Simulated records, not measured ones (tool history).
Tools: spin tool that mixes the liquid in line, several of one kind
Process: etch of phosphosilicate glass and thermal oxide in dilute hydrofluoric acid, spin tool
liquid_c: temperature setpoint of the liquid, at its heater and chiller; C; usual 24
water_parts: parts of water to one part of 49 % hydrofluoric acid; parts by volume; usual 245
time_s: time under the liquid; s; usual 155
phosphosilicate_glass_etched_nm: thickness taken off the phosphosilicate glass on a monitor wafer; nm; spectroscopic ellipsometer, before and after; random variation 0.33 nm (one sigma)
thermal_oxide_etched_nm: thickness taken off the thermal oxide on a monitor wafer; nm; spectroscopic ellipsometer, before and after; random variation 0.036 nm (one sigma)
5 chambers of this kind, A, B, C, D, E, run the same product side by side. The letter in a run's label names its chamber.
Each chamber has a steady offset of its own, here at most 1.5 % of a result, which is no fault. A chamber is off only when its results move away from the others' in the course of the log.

run,hour,liquid_c,water_parts,time_s,hours since the thermometer was replaced,hours since the hydrofluoric acid flow meter was replaced,"read-back film thickness of the phosphosilicate glass reference wafer, read on the same gauge (nm)","read-back film thickness of the thermal oxide reference wafer, read on the same gauge (nm)",phosphosilicate_glass_etched_nm,thermal_oxide_etched_nm
1B,6.4,24,245,155,688.4,567.9,30.006,79.99,41.472,2.5276
2C,13.4,24,245,155,401.2,547.5,29.984,79.96,41.336,2.5183
3E,20.9,24,245,155,984.7,140,29.964,80.018,41.233,2.5584
4A,28.1,24,245,155,747.4,686.8,29.994,80.03,41.206,2.4933
5D,33.2,24,245,155,1805.9,351.8,29.999,79.97,40.889,2.5543
6C,41,24,245,155,428.8,575.1,30,79.998,41.857,2.5094
7E,47.7,24,245,155,1011.5,166.8,30.017,80.037,42.02,2.5601
8D,56.6,24,245,155,1829.3,375.2,30.018,79.997,40.456,2.506
9A,61.2,22,170,155,780.5,719.9,30.007,79.985,59.215,3.6054
10B,71.1,22,170,155,753.1,632.6,30.024,80,60.2,3.6905
11E,77.6,22,170,155,1041.4,196.7,29.961,80.007,60.739,3.7388
12A,82,22,170,155,801.3,740.7,30.002,80.005,58.888,3.6929
# hour 89.3: chamber C: hydrofluoric acid flow meter replaced
13D,91.9,22,170,155,1864.6,410.5,30.009,79.995,59.543,3.7602
14C,98.8,24,245,155,486.6,9.5,29.997,80.034,41.324,2.5461
15B,104.6,24,135,215,786.6,666.1,29.988,80.038,117.46,7.1937
16D,111.1,24,135,215,1883.8,429.7,30.021,80,114.41,7.4192
17B,116.8,24,135,215,798.8,678.3,29.993,79.964,117.8,7.1374
18E,125.3,24,135,215,1089.1,244.4,30.059,80.014,121.75,7.447
19C,129.9,24,135,215,517.7,40.6,29.992,80.01,115.79,7.0369
20A,139,24,245,155,858.3,797.7,29.977,80.029,40.987,2.5158
21C,145.1,24,245,155,532.9,55.8,29.973,80.003,41.328,2.524
22D,151.8,24,245,155,1924.5,470.4,29.957,80.001,40.205,2.5765
23A,156.2,24,245,155,875.5,814.9,30.039,79.992,40.654,2.5071
24E,162.2,24,245,155,1126,281.3,30.042,80.024,43.257,2.655
25B,166.5,24,245,155,848.5,728,30.006,79.967,41.36,2.5305
26E,172.6,24,245,155,1136.4,291.7,30.019,80.019,43.008,2.6277
27B,181.9,24,245,155,863.9,743.4,30.058,80.007,40.869,2.4983
28A,191.1,24,245,155,910.4,849.8,29.983,79.987,40.749,2.5272
29C,198.7,24,245,155,586.5,109.4,29.966,80.01,41.235,2.5439
30D,204.1,24,245,155,1976.8,522.7,29.993,80.016,41.126,2.5327
31C,213,24,245,155,600.8,123.7,29.994,79.952,41.463,2.489
32D,220.2,24,245,155,1992.9,538.8,29.975,80.018,40.757,2.5224
33A,227.6,24,245,155,946.9,886.3,30.005,80.008,41.256,2.5317
34E,232.3,24,245,155,1196.1,351.4,29.958,79.998,43.505,2.6469
35B,236.7,24,245,155,918.7,798.2,30.031,80.019,41.017,2.4826
36D,244.1,24,245,155,2016.8,562.7,29.995,79.98,40.914,2.5778
37C,252,24,245,155,639.8,162.7,29.973,80,40.693,2.4827
38B,260,24,245,155,942,821.5,29.985,80.042,41.133,2.4581
39E,265.1,24,245,155,1228.9,384.2,30.002,80.004,43.65,2.6627
40A,270.8,24,190,245,990.1,929.5,29.98,79.99,88.965,5.3665
41C,279.9,24,190,245,667.7,190.6,30.003,79.984,88.264,5.3956
42E,288.1,24,190,245,1251.9,407.2,30.018,80.029,95.457,5.8473
43B,294.1,24,190,245,976.1,855.6,29.991,79.995,90.619,5.3533

Next, every chamber runs the same settings. What will each give?
44A,301.2,24,245,155,,,,,?,?
44B,301.2,24,245,155,,,,,?,?
44C,301.2,24,245,155,,,,,?,?
44D,301.2,24,245,155,,,,,?,?
44E,301.2,24,245,155,,,,,?,?

run,phosphosilicate_glass_etched_nm,thermal_oxide_etched_nm
44A,41.286,2.5708
44B,41.145,2.5473
44C,41.27,2.4992
44D,40.909,2.4945
44E,44.382,2.6188
